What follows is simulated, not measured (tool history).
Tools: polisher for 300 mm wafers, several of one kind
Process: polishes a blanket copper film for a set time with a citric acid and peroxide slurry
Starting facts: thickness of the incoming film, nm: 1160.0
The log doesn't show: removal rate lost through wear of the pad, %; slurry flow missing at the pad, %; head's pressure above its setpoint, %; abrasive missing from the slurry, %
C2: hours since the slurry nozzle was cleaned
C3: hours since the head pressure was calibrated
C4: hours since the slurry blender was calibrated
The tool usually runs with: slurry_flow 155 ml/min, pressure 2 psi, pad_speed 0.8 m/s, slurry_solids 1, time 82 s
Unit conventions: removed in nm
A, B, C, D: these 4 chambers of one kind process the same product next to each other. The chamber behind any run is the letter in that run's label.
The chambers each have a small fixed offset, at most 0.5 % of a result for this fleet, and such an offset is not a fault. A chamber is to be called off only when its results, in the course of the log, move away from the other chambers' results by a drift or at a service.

At hour 4.8: chamber D: worn pad replaced by a new one.
Run 1C, hour 14.3: usual settings; wafers polished on this pad 413; C2 157.4; C3 523; C4 25. Result: removed 90.7 nm.
Run 2B, hour 23.7: usual settings; wafers polished on this pad 478; C2 239.9; C3 434.1; C4 55.9. Result: removed 91.184 nm.
At hour 30.1: chamber B: slurry nozzle cleaned.
At hour 30.7: chamber C: worn pad replaced by a new one.
Run 3D, hour 37.3: usual settings; wafers polished on this pad 406; C2 334.5; C3 518.6; C4 182.2. Result: removed 89.578 nm.
Run 4A, hour 45.2: usual settings; wafers polished on this pad 673; C2 729.8; C3 149.1; C4 235.9. Result: removed 91.337 nm.
At hour 50.7: chamber B: worn pad replaced by a new one.
Run 5A, hour 52.9: usual settings; wafers polished on this pad 770; C2 737.5; C3 156.8; C4 243.6. Result: removed 90.978 nm.
At hour 60.2: chamber A: worn pad replaced by a new one.
Run 6B, hour 62.1: usual settings; wafers polished on this pad 143; C2 32; C3 472.5; C4 94.3. Result: removed 91.622 nm.
Run 7D, hour 71.9: usual settings; wafers polished on this pad 838; C2 369.1; C3 553.2; C4 216.8. Result: removed 91.98 nm.
At hour 76: chamber A: slurry nozzle cleaned.
Run 8C, hour 83: usual settings; wafers polished on this pad 653; C2 226.1; C3 591.7; C4 93.7. Result: removed 90.243 nm.
At hour 89.2: chamber C: worn pad replaced by a new one.
Run 9B, hour 89.4: usual settings but pressure 2.7 psi; wafers polished on this pad 484; C2 59.3; C3 499.8; C4 121.6. Result: removed 120.8 nm.
Run 10D, hour 97.3: usual settings but pressure 2.7 psi; wafers polished on this pad 1155; C2 394.5; C3 578.6; C4 242.2. Result: removed 122.53 nm.
At hour 98.4: chamber C: head pressure recalibrated.
At hour 103.1: chamber B: worn pad replaced by a new one.
At hour 105.6: chamber D: worn pad replaced by a new one.
Run 11C, hour 108.5: usual settings but pressure 2.7 psi; wafers polished on this pad 241; C2 251.6; C3 10.1; C4 119.2. Result: removed 120.56 nm.
Run 12A, hour 115.9: usual settings but pressure 2.7 psi; wafers polished on this pad 695; C2 39.9; C3 219.8; C4 306.6. Result: removed 122.19 nm.
Run 13D, hour 123.2: usual settings; wafers polished on this pad 220; C2 420.4; C3 604.5; C4 268.1. Result: removed 91.69 nm.
At hour 124.3: chamber A: worn pad replaced by a new one.
Run 14A, hour 134.2: usual settings; wafers polished on this pad 124; C2 58.2; C3 238.1; C4 324.9. Result: removed 92.13 nm.
At hour 138.8: chamber A: slurry blender recalibrated.
At hour 141.1: chamber B: slurry blender recalibrated.
Run 15C, hour 141.9: usual settings; wafers polished on this pad 658; C2 285; C3 43.5; C4 152.6. Result: removed 89.177 nm.
At hour 147.2: chamber C: worn pad replaced by a new one.
Run 16B, hour 155.7: usual settings; wafers polished on this pad 656; C2 125.6; C3 566.1; C4 14.6. Result: removed 91.886 nm.
Run 17D, hour 162.4: usual settings; wafers polished on this pad 709; C2 459.6; C3 643.7; C4 307.3. Result: removed 90.088 nm.
At hour 164.7: chamber B: worn pad replaced by a new one.
Run 18A, hour 174.2: usual settings; wafers polished on this pad 623; C2 98.2; C3 278.1; C4 35.5. Result: removed 90.799 nm.
At hour 180.3: chamber A: worn pad replaced by a new one.
Run 19C, hour 186.1: usual settings; wafers polished on this pad 486; C2 329.2; C3 87.7; C4 196.8. Result: removed 89.744 nm.
At hour 190.5: chamber D: worn pad replaced by a new one.
At hour 194.8: chamber C: worn pad replaced by a new one.
At hour 196.2: chamber C: slurry blender recalibrated.
Run 20B, hour 198.1: usual settings but slurry_flow 135 ml/min, pressure 2.6 psi; wafers polished on this pad 417; C2 168; C3 608.5; C4 57. Result: removed 114.12 nm.
Run 21B, hour 207.6: usual settings but slurry_flow 135 ml/min, pressure 2.6 psi; wafers polished on this pad 535; C2 177.5; C3 618; C4 66.5. Result: removed 114.57 nm.
Run 22D, hour 213.9: usual settings but slurry_flow 135 ml/min, pressure 2.6 psi; wafers polished on this pad 292; C2 511.1; C3 695.2; C4 358.8. Result: removed 114.15 nm.
At hour 215.8: chamber B: worn pad replaced by a new one.
Run 23C, hour 223: usual settings but slurry_flow 135 ml/min, pressure 2.6 psi; wafers polished on this pad 351; C2 366.1; C3 124.6; C4 26.9. Result: removed 109.13 nm.
Run 24A, hour 230.1: usual settings; wafers polished on this pad 621; C2 154.1; C3 334; C4 91.4. Result: removed 91.465 nm.
Run 25C, hour 237.6: usual settings; wafers polished on this pad 534; C2 380.7; C3 139.2; C4 41.5. Result: removed 86.672 nm.
At hour 242.7: chamber C: worn pad replaced by a new one.
Run 26B, hour 247.3: usual settings; wafers polished on this pad 393; C2 217.2; C3 657.7; C4 106.2. Result: removed 91.482 nm.
At hour 249.3: chamber A: worn pad replaced by a new one.
Run 27D, hour 260.3: usual settings but slurry_flow 200 ml/min, pad_speed 0.92 m/s; wafers polished on this pad 871; C2 557.5; C3 741.6; C4 405.2. Result: removed 109.08 nm.
Run 28A, hour 266.6: usual settings but slurry_flow 200 ml/min, pad_speed 0.92 m/s; wafers polished on this pad 216; C2 190.6; C3 370.5; C4 127.9. Result: removed 108.98 nm.
Run 29C, hour 275.3: usual settings but slurry_flow 200 ml/min, pad_speed 0.92 m/s; wafers polished on this pad 406; C2 418.4; C3 176.9; C4 79.2. Result: removed 103.57 nm.

Is one chamber off against the others, does the gauge drift, or is nothing wrong? If a chamber is off, say which, and what the likeliest cause is.

Chamber C drifts away from the others.
Likeliest cause: slurry flow missing at the pad, % = 27.7.

Chamber C could run next with any of the 4 candidate recipes listed below; each alters the usual settings, and their results appear as question marks. Which one brings its results back in line with what the other chambers deliver on the usual settings?
Counts as in line when no further than this from what the other chambers average on the usual settings: removed 2 nm
Run 30C-1, hour 285.7: usual settings but pressure 2.1 psi, pad_speed 0.82 m/s. Result: removed ?.
Run 30C-2, hour 285.7: usual settings but time 77 s. Result: removed ?.
Run 30C-3, hour 285.7: usual settings but time 80 s. Result: removed ?.
Run 30C-4, hour 285.7: usual settings but pad_speed 0.82 m/s. Result: removed ?.

The mean the other chambers reach with the usual settings: removed 91.141 nm
  run  removed
30C-1   91.459
30C-2   80.044
30C-3   83.163
30C-4   87.291
30C-1 is the one that brings the chamber's results back in line with the other chambers.

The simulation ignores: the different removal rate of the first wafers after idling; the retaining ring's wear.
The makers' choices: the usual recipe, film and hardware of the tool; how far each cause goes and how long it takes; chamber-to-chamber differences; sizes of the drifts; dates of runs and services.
